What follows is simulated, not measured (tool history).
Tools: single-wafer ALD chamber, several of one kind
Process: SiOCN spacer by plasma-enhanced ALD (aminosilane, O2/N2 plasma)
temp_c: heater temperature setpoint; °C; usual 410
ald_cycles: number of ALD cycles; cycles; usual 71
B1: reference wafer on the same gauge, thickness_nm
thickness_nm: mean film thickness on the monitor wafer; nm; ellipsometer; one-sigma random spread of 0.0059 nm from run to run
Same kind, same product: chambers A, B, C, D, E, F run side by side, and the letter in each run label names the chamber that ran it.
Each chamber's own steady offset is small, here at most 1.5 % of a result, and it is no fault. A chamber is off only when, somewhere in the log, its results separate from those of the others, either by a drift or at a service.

run 1E hour=5.2 | temp_c=410 ald_cycles=71 | B1=3.6492 | thickness_nm=4.1503
run 2F hour=10.6 | temp_c=410 ald_cycles=71 | B1=3.6510 | thickness_nm=4.1708
run 3C hour=17.2 | temp_c=410 ald_cycles=71 | B1=3.6516 | thickness_nm=4.1583
run 4B hour=23.5 | temp_c=410 ald_cycles=71 | B1=3.6515 | thickness_nm=4.0873
run 5D hour=31.0 | temp_c=410 ald_cycles=71 | B1=3.6520 | thickness_nm=4.1832
run 6A hour=37.7 | temp_c=410 ald_cycles=85 | B1=3.6535 | thickness_nm=4.9451
run 7E hour=45.1 | temp_c=410 ald_cycles=85 | B1=3.6545 | thickness_nm=4.9775
run 8F hour=49.7 | temp_c=410 ald_cycles=85 | B1=3.6531 | thickness_nm=4.9820
run 9A hour=57.6 | temp_c=410 ald_cycles=85 | B1=3.6544 | thickness_nm=4.9617
run 10D hour=62.9 | temp_c=410 ald_cycles=85 | B1=3.6556 | thickness_nm=5.0105
run 11B hour=70.8 | temp_c=410 ald_cycles=85 | B1=3.6556 | thickness_nm=4.9079
run 12C hour=76.3 | temp_c=410 ald_cycles=71 | B1=3.6562 | thickness_nm=4.1628
run 13F hour=83.7 | temp_c=410 ald_cycles=71 | B1=3.6561 | thickness_nm=4.1681
run 14E hour=87.2 | temp_c=410 ald_cycles=71 | B1=3.6573 | thickness_nm=4.1634
run 15A hour=94.5 | temp_c=410 ald_cycles=71 | B1=3.6585 | thickness_nm=4.1412
run 16B hour=100.3 | temp_c=410 ald_cycles=71 | B1=3.6584 | thickness_nm=4.1032
run 17C hour=104.2 | temp_c=410 ald_cycles=71 | B1=3.6587 | thickness_nm=4.1601
run 18D hour=109.4 | temp_c=410 ald_cycles=71 | B1=3.6596 | thickness_nm=4.1889
run 19B hour=113.4 | temp_c=410 ald_cycles=71 | B1=3.6580 | thickness_nm=4.1077
run 20A hour=117.8 | temp_c=410 ald_cycles=71 | B1=3.6613 | thickness_nm=4.1439
run 21D hour=124.6 | temp_c=410 ald_cycles=71 | B1=3.6600 | thickness_nm=4.1942
run 22C hour=130.2 | temp_c=410 ald_cycles=82 | B1=3.6602 | thickness_nm=4.8081
run 23E hour=137.0 | temp_c=410 ald_cycles=82 | B1=3.6616 | thickness_nm=4.8023
run 24F hour=141.0 | temp_c=410 ald_cycles=82 | B1=3.6607 | thickness_nm=4.8279
run 25E hour=147.1 | temp_c=410 ald_cycles=82 | B1=3.6631 | thickness_nm=4.8133
run 26C hour=151.8 | temp_c=410 ald_cycles=82 | B1=3.6610 | thickness_nm=4.8170
run 27B hour=156.0 | temp_c=410 ald_cycles=82 | B1=3.6631 | thickness_nm=4.7614
run 28D hour=161.1 | temp_c=410 ald_cycles=71 | B1=3.6648 | thickness_nm=4.1988
run 29A hour=166.1 | temp_c=410 ald_cycles=71 | B1=3.6631 | thickness_nm=4.1504
-- hour=169.9 chamber F: thermocouple changed; heater temperature recalibrated
run 30F hour=171.1 | temp_c=410 ald_cycles=71 | B1=3.6647 | thickness_nm=4.1684
run 31B hour=175.3 | temp_c=398 ald_cycles=77 | B1=3.6644 | thickness_nm=4.6050
run 32E hour=182.4 | temp_c=398 ald_cycles=77 | B1=3.6640 | thickness_nm=4.6629
run 33F hour=187.7 | temp_c=398 ald_cycles=77 | B1=3.6658 | thickness_nm=4.6685
run 34A hour=191.4 | temp_c=398 ald_cycles=77 | B1=3.6657 | thickness_nm=4.6523
run 35C hour=198.9 | temp_c=398 ald_cycles=77 | B1=3.6669 | thickness_nm=4.6704
run 36D hour=205.1 | temp_c=398 ald_cycles=77 | B1=3.6658 | thickness_nm=4.6981
run 37A hour=212.2 | temp_c=410 ald_cycles=71 | B1=3.6678 | thickness_nm=4.1547
run 38C hour=216.3 | temp_c=410 ald_cycles=71 | B1=3.6691 | thickness_nm=4.1874
run 39B hour=222.6 | temp_c=410 ald_cycles=71 | B1=3.6705 | thickness_nm=4.1287
run 40D hour=227.1 | temp_c=410 ald_cycles=71 | B1=3.6688 | thickness_nm=4.2083
run 41F hour=234.8 | temp_c=417 ald_cycles=84 | B1=3.6698 | thickness_nm=4.8412
run 42E hour=239.3 | temp_c=417 ald_cycles=84 | B1=3.6696 | thickness_nm=4.8273
run 43E hour=246.4 | temp_c=417 ald_cycles=84 | B1=3.6700 | thickness_nm=4.8271

Is one chamber off against the others, does the gauge drift, or is nothing wrong? If a chamber is off, say which, and what the likeliest cause is.

Every chamber seems to shift together because the gauge that measures them all drifts; the chambers themselves are fine.
Cause: gauge reads high (%) = 0.585.
